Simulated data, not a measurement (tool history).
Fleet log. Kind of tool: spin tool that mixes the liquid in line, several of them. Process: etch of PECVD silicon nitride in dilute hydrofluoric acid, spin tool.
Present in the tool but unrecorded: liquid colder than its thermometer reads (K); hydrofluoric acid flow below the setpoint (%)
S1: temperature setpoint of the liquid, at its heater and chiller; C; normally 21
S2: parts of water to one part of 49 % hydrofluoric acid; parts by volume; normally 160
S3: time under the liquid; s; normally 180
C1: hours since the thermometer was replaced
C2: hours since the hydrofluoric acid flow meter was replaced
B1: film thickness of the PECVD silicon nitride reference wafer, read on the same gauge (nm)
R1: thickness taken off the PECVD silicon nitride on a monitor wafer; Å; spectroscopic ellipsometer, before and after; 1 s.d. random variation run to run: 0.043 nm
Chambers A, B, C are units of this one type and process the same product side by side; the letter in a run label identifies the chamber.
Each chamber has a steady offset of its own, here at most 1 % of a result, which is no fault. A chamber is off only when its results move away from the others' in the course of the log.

run,hour,S1,S2,S3,C1,C2,B1,R1
# hour 5.1: chamber B: hydrofluoric acid flow meter replaced
1C,6.6,21,160,180,1188.3,1627.4,69.995,47.809
2A,13.6,21,160,180,1239.4,515.2,70.000,48.550
3B,24.5,21,160,180,192.7,19.5,70.011,48.090
4C,34.8,21,160,180,1216.5,1655.6,69.985,46.885
# hour 40.7: chamber C: thermometer replaced
5B,47.0,21,160,180,215.2,42.0,69.978,47.259
6A,54.8,21,160,180,1280.6,556.4,70.004,47.932
7C,62.8,21,160,180,22.2,1683.6,70.008,48.148
8B,72.1,21,160,180,240.3,67.1,69.978,48.661
9A,78.3,21,160,180,1304.1,579.9,70.028,47.842
10B,89.7,21,160,180,257.9,84.7,70.027,48.299
11C,99.8,21,160,180,59.2,1720.6,70.003,48.042
12A,109.6,21,160,180,1335.4,611.2,69.988,47.316
13C,119.9,21,160,180,79.3,1740.7,69.992,48.245
14A,128.6,21,115,225,1354.4,630.2,70.013,82.330
15B,141.8,21,115,225,310.0,136.8,70.007,82.345
16C,153.9,21,115,225,113.3,1774.7,69.994,83.191
17B,164.7,21,160,180,332.9,159.7,70.042,47.706
18A,176.6,21,160,180,1402.4,678.2,70.020,47.417
19A,189.0,21,160,180,1414.8,690.6,69.980,48.134
20B,200.1,21,160,180,368.3,195.1,69.998,47.958
21C,210.1,21,160,180,169.5,1830.9,69.997,45.445
22A,221.9,21,160,180,1447.7,723.5,70.018,47.809
23B,234.6,21,160,180,402.8,229.6,70.049,47.426
24C,246.5,21,160,180,205.9,1867.3,69.999,45.426
25B,256.7,21,160,180,424.9,251.7,69.972,48.011
26C,265.5,21,160,180,224.9,1886.3,69.996,45.335
# hour 275.1: chamber A: hydrofluoric acid flow meter replaced
27A,276.9,21,160,180,1502.7,1.8,69.968,47.990
28C,283.7,21,160,180,243.1,1904.5,69.999,44.328
29A,289.8,21,160,180,1515.6,14.7,70.034,47.252
30B,297.4,21,160,180,465.6,292.4,70.005,47.772

Next, every chamber runs the same settings. What will each give?
31A,307.1,21,230,180,,,,?
31B,307.1,21,230,180,,,,?
31C,307.1,21,230,180,,,,?

run,R1
31A,34.089
31B,33.600
31C,30.495

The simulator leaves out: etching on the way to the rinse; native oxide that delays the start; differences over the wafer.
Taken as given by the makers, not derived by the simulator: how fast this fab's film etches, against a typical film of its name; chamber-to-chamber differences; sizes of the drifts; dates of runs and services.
